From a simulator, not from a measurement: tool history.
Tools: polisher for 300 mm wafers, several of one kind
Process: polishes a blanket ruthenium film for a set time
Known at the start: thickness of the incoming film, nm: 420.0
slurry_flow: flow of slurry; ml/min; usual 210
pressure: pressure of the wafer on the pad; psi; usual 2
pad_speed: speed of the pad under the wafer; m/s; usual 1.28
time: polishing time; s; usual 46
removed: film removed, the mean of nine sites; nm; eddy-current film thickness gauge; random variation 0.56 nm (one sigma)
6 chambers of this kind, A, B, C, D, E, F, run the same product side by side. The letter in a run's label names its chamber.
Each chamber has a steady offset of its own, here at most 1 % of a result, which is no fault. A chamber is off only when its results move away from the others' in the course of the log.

run   hour  slurry_flow  pressure  pad_speed  time  wafers polished on this pad  hours since the slurry nozzle was cleaned  hours since the head pressure was calibrated  removed
 1E    7.1          210         2       1.28    46                          323                                      181.8                                         599.6    58.36
 2C   13.3          210         2       1.28    46                          727                                      222.9                                         448.2   58.598
 3B   17.3          210         2       1.28    46                          389                                      304.9                                          86.7   57.536
 4A   21.3          210         2       1.28    46                         1018                                      250.9                                          46.3   58.602
 5F   25.3          210         2       1.28    46                         1144                                      278.4                                         102.9    58.37
 6D   30.1          210         2       1.28    46                          397                                      364.1                                         289.8    59.05
 7B   35.3          210         2       1.28    46                          617                                      322.9                                         104.7   58.622
      38.7  -- chamber E: worn pad replaced by a new one
 8A   40.7          210         2       1.28    46                         1264                                      270.3                                          65.7   58.505
      41.9  -- chamber B: worn pad replaced by a new one
 9F   45.1          210         2       1.28    46                         1395                                      298.2                                         122.7   58.629
10C   49.6          210       2.7       1.06    46                         1187                                      259.2                                         484.5   64.043
        53  -- chamber C: worn pad replaced by a new one
11E     53          210       2.7       1.06    46                          182                                      227.7                                         645.5   65.957
      55.6  -- chamber F: worn pad replaced by a new one
12D     58          210       2.7       1.06    46                          751                                        392                                         317.7   65.043
13B   61.2          210       2.7       1.06    46                          245                                      348.8                                         130.6   65.102
14E     65          210       2.7       1.06    46                          334                                      239.7                                         657.5   66.396
      67.7  -- chamber A: worn pad replaced by a new one
        70  -- chamber F: slurry nozzle cleaned
15F   71.1          210       2.7       1.06    46                          197                                        1.1                                         148.7   65.503
      72.6  -- chamber D: worn pad replaced by a new one
16A   75.2          210         2       1.28    46                           96                                      304.8                                         100.2   58.114
17D     81          210         2       1.28    46                          107                                        415                                         340.7   57.595
      85.4  -- chamber E: worn pad replaced by a new one
18C   85.7          210         2       1.28    46                          414                                      295.3                                         520.6   58.676
      91.7  -- chamber B: worn pad replaced by a new one
19B   92.3          210         2       1.28    46                            7                                      379.9                                         161.7   57.993
20E   95.7          210         2       1.28    46                          131                                      270.4                                         688.2   57.903
21A  100.8          210         2       1.28    46                          420                                      330.4                                         125.8   58.007
22D  104.1          210         2       1.28    46                          399                                      438.1                                         363.8   58.187
23C  107.8          210         2       1.28    46                          694                                      317.4                                         542.7   57.772
24F  114.4          210         2       1.28    46                          745                                       44.4                                           192   57.507
25E    119          210         2       1.28    46                          426                                      293.7                                         711.5   58.816
26A  124.6          210         2       1.28    46                          721                                      354.2                                         149.6   58.846
27C  130.6          210         2       1.28    46                          983                                      340.2                                         565.5   57.961
28B  135.4          210         2       1.28    46                          553                                        423                                         204.8   58.084
29F  142.4          210         2       1.28    46                         1100                                       72.4                                           220    56.94
     144.2  -- chamber E: worn pad replaced by a new one
     145.4  -- chamber D: worn pad replaced by a new one
30D  145.7          210         2       1.28    46                            3                                      479.7                                         405.4   59.057
31F  151.4          210         2       1.28    46                         1214                                       81.4                                           229   58.202
     152.7  -- chamber B: worn pad replaced by a new one
32E  154.9          210         2       1.28    46                          136                                      329.6                                         747.4   58.573
33C  161.7          210         2       1.28    46                         1376                                      371.3                                         596.6   56.325
34D    166          210         2       1.28    46                          261                                        500                                         425.7   59.162
     166.9  -- chamber F: worn pad replaced by a new one
35A  169.9          210         2       1.28    46                         1295                                      399.5                                         194.9   58.079
36B  174.9          210         2       1.28    46                          282                                      462.5                                         244.3   57.317
     181.1  -- chamber A: worn pad replaced by a new one
37F  181.1          150         2       1.28    35                          180                                      111.1                                         258.7   42.583
38A  184.6          150         2       1.28    35                           45                                      414.2                                         209.6   42.462
39E  190.7          150         2       1.28    35                          590                                      365.4                                         783.2   41.195

Next, every chamber runs the same settings. What will each give?
40A  195.8          210         2       1.28    46                                                                                                                              ?
40B  195.8          210         2       1.28    46                                                                                                                              ?
40C  195.8          210         2       1.28    46                                                                                                                              ?
40D  195.8          210         2       1.28    46                                                                                                                              ?
40E  195.8          210         2       1.28    46                                                                                                                              ?
40F  195.8          210         2       1.28    46                                                                                                                              ?

run  removed
40A   58.311
40B   57.655
40C   58.021
40D   58.232
40E   57.977
40F   59.125
